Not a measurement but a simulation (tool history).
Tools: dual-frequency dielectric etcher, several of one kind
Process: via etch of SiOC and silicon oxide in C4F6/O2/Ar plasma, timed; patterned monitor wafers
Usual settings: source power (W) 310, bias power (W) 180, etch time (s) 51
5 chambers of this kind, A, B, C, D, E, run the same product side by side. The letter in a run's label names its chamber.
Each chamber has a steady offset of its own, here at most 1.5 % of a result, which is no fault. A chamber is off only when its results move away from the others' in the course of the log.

run     day  source power (W)  bias power (W)  etch time (s)  read-back reference wafer on the same gauge, depth_nm  mean etch depth across the wafer (Å)
 1D   0.183               310             180             51                                                 54.638                                521.57
 2C   0.575               310             180             51                                                 54.585                                518.27
 3A   0.912               310             180             51                                                 54.558                                525.27
 4B   1.225               310             180             51                                                 54.671                                524.97
 5E   1.504               310             180             51                                                 54.565                                526.19
 6B   1.717               310             180             51                                                 54.654                                528.14
 7D   2.046               310             180             51                                                  54.59                                515.98
      2.217  -- chamber A: wet clean of the chamber
 8E   2.312               260             164             51                                                 54.536                                473.14
      2.454  -- chamber E: bias power generator calibrated
 9A     2.7               260             164             51                                                 54.572                                477.29
10C   3.067               260             164             51                                                 54.634                                468.73
11A   3.258               260             164             51                                                 54.643                                476.18
12C   3.592               260             164             51                                                 54.642                                467.99
13B     3.8               310             180             51                                                 54.673                                 529.1
14E   4.004               250             180             51                                                 54.612                                482.67
15D   4.196               250             180             51                                                 54.558                                481.58
16D   4.588               250             180             51                                                 54.656                                477.48
17C   4.875               250             180             51                                                  54.54                                475.84
18B   5.104               250             180             51                                                 54.634                                487.43
19A   5.429               310             180             51                                                 54.569                                529.08
      5.504  -- chamber E: source power generator calibrated
20E   5.717               310             180             51                                                 54.534                                523.28
      5.967  -- chamber C: wet clean of the chamber
21B   6.058               310             180             51                                                 54.641                                530.13
22D   6.396               310             180             51                                                  54.56                                514.53
23C   6.725               310             180             51                                                 54.574                                511.48
24E   6.933               310             180             51                                                 54.642                                520.88
25A   7.121               310             180             51                                                  54.62                                520.98
26A   7.417               310             157             51                                                 54.603                                502.53
27C   7.692               310             157             51                                                 54.622                                492.81
28E   7.925               310             157             51                                                 54.604                                502.33
29D   8.229               310             157             51                                                 54.532                                495.72
30B   8.408               310             157             51                                                 54.671                                507.38
31C   8.671               310             180             51                                                 54.632                                518.89
32B   9.008               310             180             51                                                 54.613                                527.64
33D     9.2               310             180             51                                                 54.616                                521.53
34E   9.467               310             180             51                                                 54.623                                522.12
35A   9.746               230             180           59.5                                                 54.611                                549.22
36D   9.942               230             180           59.5                                                 54.615                                541.34
37B  10.325               230             180           59.5                                                 54.619                                548.39
38A  10.604               230             180           59.5                                                 54.622                                543.36
39E  10.783               230             180           59.5                                                 54.626                                544.45
40C  11.125               310             180             51                                                 54.597                                516.02
41A  11.396               310             180             51                                                 54.617                                523.11
42B  11.675               310             180             51                                                 54.596                                527.86

What goes on in this fleet: one chamber off, a drifting gauge, or nothing beyond the chambers' own small offsets? Name the chamber and the cause, if any.

No chamber stands off beyond its own small offset, and the gauge holds steady.
